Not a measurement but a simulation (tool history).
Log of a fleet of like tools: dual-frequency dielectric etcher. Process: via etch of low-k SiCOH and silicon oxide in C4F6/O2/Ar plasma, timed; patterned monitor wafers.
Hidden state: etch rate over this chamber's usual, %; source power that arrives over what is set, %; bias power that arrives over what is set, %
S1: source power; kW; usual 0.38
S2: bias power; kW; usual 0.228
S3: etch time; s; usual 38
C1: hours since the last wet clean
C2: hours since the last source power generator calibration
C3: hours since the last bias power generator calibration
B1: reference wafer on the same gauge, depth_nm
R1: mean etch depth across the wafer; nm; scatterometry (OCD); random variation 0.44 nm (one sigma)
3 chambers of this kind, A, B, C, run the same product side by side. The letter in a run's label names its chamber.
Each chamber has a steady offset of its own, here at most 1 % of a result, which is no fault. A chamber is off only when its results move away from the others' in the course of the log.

run 1B hour=6.9 | S1=0.38 S2=0.228 S3=38 | C1=114.3 C2=2907 C3=1791.6 | B1=110 | R1=104.94
run 2C hour=13.3 | S1=0.38 S2=0.228 S3=38 | C1=243.7 C2=4286.9 C3=746.7 | B1=109.95 | R1=104.91
run 3A hour=20.1 | S1=0.38 S2=0.228 S3=38 | C1=77.2 C2=770.4 C3=838.4 | B1=109.92 | R1=105.13
run 4B hour=27.8 | S1=0.38 S2=0.228 S3=38 | C1=135.2 C2=2927.9 C3=1812.5 | B1=109.97 | R1=105.44
run 5C hour=36.5 | S1=0.38 S2=0.228 S3=38 | C1=266.9 C2=4310.1 C3=769.9 | B1=110.04 | R1=104.3
run 6A hour=40.9 | S1=0.38 S2=0.228 S3=38 | C1=98 C2=791.2 C3=859.2 | B1=109.93 | R1=104.59
run 7A hour=49.5 | S1=0.38 S2=0.228 S3=38 | C1=106.6 C2=799.8 C3=867.8 | B1=110.02 | R1=104.99
run 8B hour=56.8 | S1=0.38 S2=0.254 S3=48 | C1=164.2 C2=2956.9 C3=1841.5 | B1=109.94 | R1=138.01
run 9C hour=64.4 | S1=0.38 S2=0.254 S3=48 | C1=294.8 C2=4338 C3=797.8 | B1=109.96 | R1=135.31
run 10B hour=70.3 | S1=0.38 S2=0.254 S3=48 | C1=177.7 C2=2970.4 C3=1855 | B1=110 | R1=137.87
run 11A hour=75.1 | S1=0.38 S2=0.228 S3=38 | C1=132.2 C2=825.4 C3=893.4 | B1=109.92 | R1=104.81
run 12C hour=81.5 | S1=0.38 S2=0.228 S3=38 | C1=311.9 C2=4355.1 C3=814.9 | B1=110.07 | R1=104
run 13C hour=89.8 | S1=0.38 S2=0.228 S3=38 | C1=320.2 C2=4363.4 C3=823.2 | B1=110.13 | R1=103.48
-- hour=93.4 chamber C: source power generator calibrated
run 14A hour=98.8 | S1=0.38 S2=0.228 S3=38 | C1=155.9 C2=849.1 C3=917.1 | B1=110.08 | R1=105.01
run 15B hour=108.6 | S1=0.38 S2=0.228 S3=38 | C1=216 C2=3008.7 C3=1893.3 | B1=110.09 | R1=104.68
run 16B hour=113 | S1=0.38 S2=0.228 S3=38 | C1=220.4 C2=3013.1 C3=1897.7 | B1=109.95 | R1=106.24
run 17A hour=121 | S1=0.38 S2=0.228 S3=38 | C1=178.1 C2=871.3 C3=939.3 | B1=110.02 | R1=105.53
run 18C hour=130.7 | S1=0.3 S2=0.228 S3=29 | C1=361.1 C2=37.4 C3=864.1 | B1=109.9 | R1=72.727
run 19B hour=140.3 | S1=0.3 S2=0.228 S3=29 | C1=247.7 C2=3040.4 C3=1925 | B1=109.92 | R1=73.127
run 20A hour=145.2 | S1=0.3 S2=0.228 S3=29 | C1=202.3 C2=895.5 C3=963.5 | B1=110.01 | R1=74.452
run 21C hour=151.9 | S1=0.38 S2=0.228 S3=38 | C1=382.3 C2=58.6 C3=885.3 | B1=109.86 | R1=104.42
run 22C hour=158.9 | S1=0.38 S2=0.228 S3=38 | C1=389.3 C2=65.6 C3=892.3 | B1=109.9 | R1=104.7
run 23A hour=163.8 | S1=0.38 S2=0.228 S3=38 | C1=220.9 C2=914.1 C3=982.1 | B1=110.04 | R1=106.53
run 24B hour=168.8 | S1=0.29 S2=0.228 S3=33.5 | C1=276.2 C2=3068.9 C3=1953.5 | B1=110.12 | R1=83.444
run 25A hour=175.3 | S1=0.29 S2=0.228 S3=33.5 | C1=232.4 C2=925.6 C3=993.6 | B1=109.96 | R1=85.399
run 26C hour=179.6 | S1=0.29 S2=0.228 S3=33.5 | C1=410 C2=86.3 C3=913 | B1=109.99 | R1=83.321
run 27B hour=187.1 | S1=0.38 S2=0.284 S3=38 | C1=294.5 C2=3087.2 C3=1971.8 | B1=110.08 | R1=113.29
run 28C hour=195.9 | S1=0.38 S2=0.284 S3=38 | C1=426.3 C2=102.6 C3=929.3 | B1=110.03 | R1=112.06

Is one chamber off against the others, does the gauge drift, or is nothing wrong? If a chamber is off, say which, and what the likeliest cause is.

Chamber A drifts away from the others.
Cause: etch rate over this chamber's usual, % = 2.51.

Here are 4 candidates for chamber A's next run, each the usual settings with a change, their results left as question marks. Which one brings its results back in line with what the others give on the usual settings?
In line means no further than this from the other chambers' mean on the usual settings: R1 1.5 nm
run 29A-1 hour=203.1 | S1=0.36 S2=0.22 S3=38 | R1=?
run 29A-2 hour=203.1 | S1=0.35 S2=0.212 S3=38 | R1=?
run 29A-3 hour=203.1 | S1=0.39 S2=0.228 S3=40 | R1=?
run 29A-4 hour=203.1 | S1=0.38 S2=0.229 S3=39 | R1=?

The other chambers' mean on the usual settings: R1 104.81 nm
run=29A-1 R1=104.34
run=29A-2 R1=101.94
run=29A-3 R1=114.65
run=29A-4 R1=110.83
29A-1 brings the chamber back in line.
